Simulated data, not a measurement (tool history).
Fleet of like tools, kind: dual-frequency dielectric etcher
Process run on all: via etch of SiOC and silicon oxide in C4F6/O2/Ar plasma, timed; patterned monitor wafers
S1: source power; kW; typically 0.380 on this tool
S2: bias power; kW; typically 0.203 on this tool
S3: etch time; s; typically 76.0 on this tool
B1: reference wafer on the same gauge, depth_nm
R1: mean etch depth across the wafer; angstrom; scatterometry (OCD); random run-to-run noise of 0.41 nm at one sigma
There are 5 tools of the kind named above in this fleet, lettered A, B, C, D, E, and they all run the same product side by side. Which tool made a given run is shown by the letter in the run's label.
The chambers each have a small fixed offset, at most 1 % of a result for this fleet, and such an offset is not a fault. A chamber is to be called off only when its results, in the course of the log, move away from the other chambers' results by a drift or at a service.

run,day,S1,S2,S3,B1,R1
1C,0.225,0.380,0.203,76.0,91.026,876.39
2A,0.504,0.380,0.203,76.0,91.040,876.72
3D,0.667,0.380,0.203,76.0,90.938,873.74
4E,0.996,0.380,0.203,76.0,91.067,882.14
5B,1.242,0.380,0.203,76.0,90.948,874.67
6B,1.538,0.380,0.203,76.0,91.026,878.58
7C,1.850,0.380,0.203,76.0,90.991,879.19
8D,2.196,0.380,0.203,76.0,90.845,873.23
9A,2.417,0.380,0.203,76.0,91.063,875.01
10E,2.617,0.380,0.203,76.0,90.966,874.43
11E,2.962,0.380,0.203,76.0,91.023,884.11
12B,3.129,0.380,0.161,98.5,91.024,1052.80
13C,3.350,0.380,0.161,98.5,91.015,1055.00
# day 3.525: chamber B: wet clean of the chamber
14A,3.588,0.380,0.161,98.5,90.948,1048.00
# day 3.700: chamber A: wet clean of the chamber
15D,3.850,0.380,0.161,98.5,90.974,1054.50
16A,4.054,0.380,0.161,98.5,90.899,1048.50
17D,4.383,0.380,0.230,76.0,90.965,914.59
18C,4.612,0.380,0.230,76.0,91.067,906.08
19E,4.883,0.380,0.230,76.0,90.946,922.20
20B,5.108,0.380,0.230,76.0,91.064,918.28
21D,5.438,0.380,0.230,76.0,90.987,919.02
22B,5.767,0.380,0.203,76.0,91.095,883.41
23C,6.021,0.380,0.203,76.0,91.027,875.60
# day 6.283: chamber C: wet clean of the chamber
24A,6.304,0.380,0.203,76.0,91.039,876.79
25E,6.550,0.380,0.203,76.0,91.059,885.11
26B,6.721,0.380,0.187,56.5,91.036,633.46
27D,7.021,0.380,0.187,56.5,90.971,636.52
28C,7.221,0.380,0.187,56.5,91.105,639.79
29A,7.529,0.380,0.187,56.5,90.922,630.44
30E,7.879,0.380,0.187,56.5,91.076,641.47
31C,8.046,0.380,0.203,76.0,91.056,876.32
32E,8.288,0.380,0.203,76.0,90.956,877.06

All chambers now run identical settings, listed one chamber a line with results as question marks. What results will each chamber show?
33A,8.538,0.380,0.203,76.0,,?
33B,8.538,0.380,0.203,76.0,,?
33C,8.538,0.380,0.203,76.0,,?
33D,8.538,0.380,0.203,76.0,,?
33E,8.538,0.380,0.203,76.0,,?

run,R1
33A,876.60
33B,882.74
33C,877.51
33D,882.99
33E,882.07
